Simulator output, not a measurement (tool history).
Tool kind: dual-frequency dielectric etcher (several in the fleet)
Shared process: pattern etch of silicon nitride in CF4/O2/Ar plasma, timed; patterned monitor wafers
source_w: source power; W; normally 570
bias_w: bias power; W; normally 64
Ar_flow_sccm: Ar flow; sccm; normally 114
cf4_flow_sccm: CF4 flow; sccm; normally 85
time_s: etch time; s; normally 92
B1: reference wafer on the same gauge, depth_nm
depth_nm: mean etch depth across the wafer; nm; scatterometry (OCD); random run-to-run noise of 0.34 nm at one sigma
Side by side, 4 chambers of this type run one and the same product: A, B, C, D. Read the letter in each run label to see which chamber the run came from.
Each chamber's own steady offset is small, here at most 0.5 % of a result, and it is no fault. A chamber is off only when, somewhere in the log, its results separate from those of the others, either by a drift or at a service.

{"run": "1A", "hour": 6.7, "source_w": 570, "bias_w": 64, "Ar_flow_sccm": 114, "cf4_flow_sccm": 85, "time_s": 92, "B1": 171.94, "depth_nm": 207.99}
{"run": "2C", "hour": 10.7, "source_w": 570, "bias_w": 64, "Ar_flow_sccm": 114, "cf4_flow_sccm": 85, "time_s": 92, "B1": 172.03, "depth_nm": 206.11}
{"run": "3D", "hour": 16.2, "source_w": 570, "bias_w": 64, "Ar_flow_sccm": 114, "cf4_flow_sccm": 85, "time_s": 92, "B1": 171.94, "depth_nm": 207.64}
{"run": "4B", "hour": 22.8, "source_w": 570, "bias_w": 64, "Ar_flow_sccm": 114, "cf4_flow_sccm": 85, "time_s": 92, "B1": 171.88, "depth_nm": 206.0}
{"run": "5A", "hour": 28.3, "source_w": 570, "bias_w": 75, "Ar_flow_sccm": 87, "cf4_flow_sccm": 85, "time_s": 92, "B1": 171.88, "depth_nm": 228.41}
{"run": "6D", "hour": 35.6, "source_w": 570, "bias_w": 75, "Ar_flow_sccm": 87, "cf4_flow_sccm": 85, "time_s": 92, "B1": 171.73, "depth_nm": 227.54}
{"run": "7B", "hour": 40.2, "source_w": 570, "bias_w": 75, "Ar_flow_sccm": 87, "cf4_flow_sccm": 85, "time_s": 92, "B1": 171.77, "depth_nm": 226.73}
{"run": "8C", "hour": 44.8, "source_w": 570, "bias_w": 75, "Ar_flow_sccm": 87, "cf4_flow_sccm": 85, "time_s": 92, "B1": 171.71, "depth_nm": 226.79}
{"run": "9D", "hour": 49.2, "source_w": 570, "bias_w": 64, "Ar_flow_sccm": 114, "cf4_flow_sccm": 85, "time_s": 92, "B1": 171.7, "depth_nm": 206.62}
{"run": "10A", "hour": 55.2, "source_w": 570, "bias_w": 64, "Ar_flow_sccm": 114, "cf4_flow_sccm": 85, "time_s": 92, "B1": 171.69, "depth_nm": 207.95}
{"run": "11C", "hour": 59.7, "source_w": 570, "bias_w": 64, "Ar_flow_sccm": 114, "cf4_flow_sccm": 85, "time_s": 92, "B1": 171.67, "depth_nm": 206.57}
{"run": "12B", "hour": 66.0, "source_w": 570, "bias_w": 64, "Ar_flow_sccm": 114, "cf4_flow_sccm": 85, "time_s": 92, "B1": 171.61, "depth_nm": 206.2}
{"run": "13A", "hour": 73.9, "source_w": 570, "bias_w": 64, "Ar_flow_sccm": 114, "cf4_flow_sccm": 85, "time_s": 92, "B1": 171.52, "depth_nm": 207.75}
{"run": "14B", "hour": 77.4, "source_w": 570, "bias_w": 64, "Ar_flow_sccm": 114, "cf4_flow_sccm": 85, "time_s": 92, "B1": 171.51, "depth_nm": 206.13}
{"run": "15C", "hour": 81.0, "source_w": 570, "bias_w": 64, "Ar_flow_sccm": 114, "cf4_flow_sccm": 85, "time_s": 92, "B1": 171.49, "depth_nm": 206.46}
{"run": "16D", "hour": 88.8, "source_w": 700, "bias_w": 64, "Ar_flow_sccm": 114, "cf4_flow_sccm": 85, "time_s": 92, "B1": 171.48, "depth_nm": 246.29}
{"run": "17D", "hour": 96.0, "source_w": 700, "bias_w": 64, "Ar_flow_sccm": 114, "cf4_flow_sccm": 85, "time_s": 92, "B1": 171.31, "depth_nm": 245.9}
{"hour": 100.7, "done": "chamber D: wet clean of the chamber"}
{"run": "18B", "hour": 103.7, "source_w": 700, "bias_w": 64, "Ar_flow_sccm": 114, "cf4_flow_sccm": 85, "time_s": 92, "B1": 171.39, "depth_nm": 247.09}
{"run": "19C", "hour": 110.5, "source_w": 700, "bias_w": 64, "Ar_flow_sccm": 114, "cf4_flow_sccm": 85, "time_s": 92, "B1": 171.33, "depth_nm": 245.29}
{"run": "20A", "hour": 115.0, "source_w": 570, "bias_w": 64, "Ar_flow_sccm": 114, "cf4_flow_sccm": 85, "time_s": 92, "B1": 171.3, "depth_nm": 207.01}
{"run": "21C", "hour": 122.0, "source_w": 570, "bias_w": 64, "Ar_flow_sccm": 114, "cf4_flow_sccm": 85, "time_s": 92, "B1": 171.23, "depth_nm": 205.04}
{"run": "22D", "hour": 125.9, "source_w": 570, "bias_w": 64, "Ar_flow_sccm": 114, "cf4_flow_sccm": 85, "time_s": 92, "B1": 171.17, "depth_nm": 206.39}
{"run": "23A", "hour": 133.0, "source_w": 570, "bias_w": 64, "Ar_flow_sccm": 114, "cf4_flow_sccm": 85, "time_s": 92, "B1": 171.2, "depth_nm": 207.57}
{"run": "24B", "hour": 139.6, "source_w": 570, "bias_w": 64, "Ar_flow_sccm": 114, "cf4_flow_sccm": 85, "time_s": 92, "B1": 171.08, "depth_nm": 205.42}
{"run": "25B", "hour": 146.0, "source_w": 570, "bias_w": 64, "Ar_flow_sccm": 114, "cf4_flow_sccm": 85, "time_s": 92, "B1": 171.08, "depth_nm": 206.22}
{"run": "26D", "hour": 153.0, "source_w": 570, "bias_w": 64, "Ar_flow_sccm": 114, "cf4_flow_sccm": 85, "time_s": 92, "B1": 170.99, "depth_nm": 206.61}
{"hour": 156.2, "done": "chamber C: wet clean of the chamber"}
{"run": "27C", "hour": 156.8, "source_w": 570, "bias_w": 75, "Ar_flow_sccm": 114, "cf4_flow_sccm": 85, "time_s": 92, "B1": 170.96, "depth_nm": 218.76}
{"run": "28A", "hour": 163.3, "source_w": 570, "bias_w": 75, "Ar_flow_sccm": 114, "cf4_flow_sccm": 85, "time_s": 92, "B1": 170.96, "depth_nm": 220.98}
{"run": "29C", "hour": 170.4, "source_w": 570, "bias_w": 75, "Ar_flow_sccm": 114, "cf4_flow_sccm": 85, "time_s": 92, "B1": 170.89, "depth_nm": 218.65}
{"run": "30A", "hour": 174.2, "source_w": 570, "bias_w": 75, "Ar_flow_sccm": 114, "cf4_flow_sccm": 85, "time_s": 92, "B1": 170.93, "depth_nm": 220.99}
{"run": "31D", "hour": 179.2, "source_w": 570, "bias_w": 64, "Ar_flow_sccm": 114, "cf4_flow_sccm": 85, "time_s": 92, "B1": 170.88, "depth_nm": 206.58}

Next, every chamber runs the same settings. What will each give?
{"run": "32A", "hour": 184.9, "source_w": 570, "bias_w": 64, "Ar_flow_sccm": 114, "cf4_flow_sccm": 85, "time_s": 92, "depth_nm": "?"}
{"run": "32B", "hour": 184.9, "source_w": 570, "bias_w": 64, "Ar_flow_sccm": 114, "cf4_flow_sccm": 85, "time_s": 92, "depth_nm": "?"}
{"run": "32C", "hour": 184.9, "source_w": 570, "bias_w": 64, "Ar_flow_sccm": 114, "cf4_flow_sccm": 85, "time_s": 92, "depth_nm": "?"}
{"run": "32D", "hour": 184.9, "source_w": 570, "bias_w": 64, "Ar_flow_sccm": 114, "cf4_flow_sccm": 85, "time_s": 92, "depth_nm": "?"}

run=32A depth_nm=207.39
run=32B depth_nm=205.70
run=32C depth_nm=205.63
run=32D depth_nm=206.36

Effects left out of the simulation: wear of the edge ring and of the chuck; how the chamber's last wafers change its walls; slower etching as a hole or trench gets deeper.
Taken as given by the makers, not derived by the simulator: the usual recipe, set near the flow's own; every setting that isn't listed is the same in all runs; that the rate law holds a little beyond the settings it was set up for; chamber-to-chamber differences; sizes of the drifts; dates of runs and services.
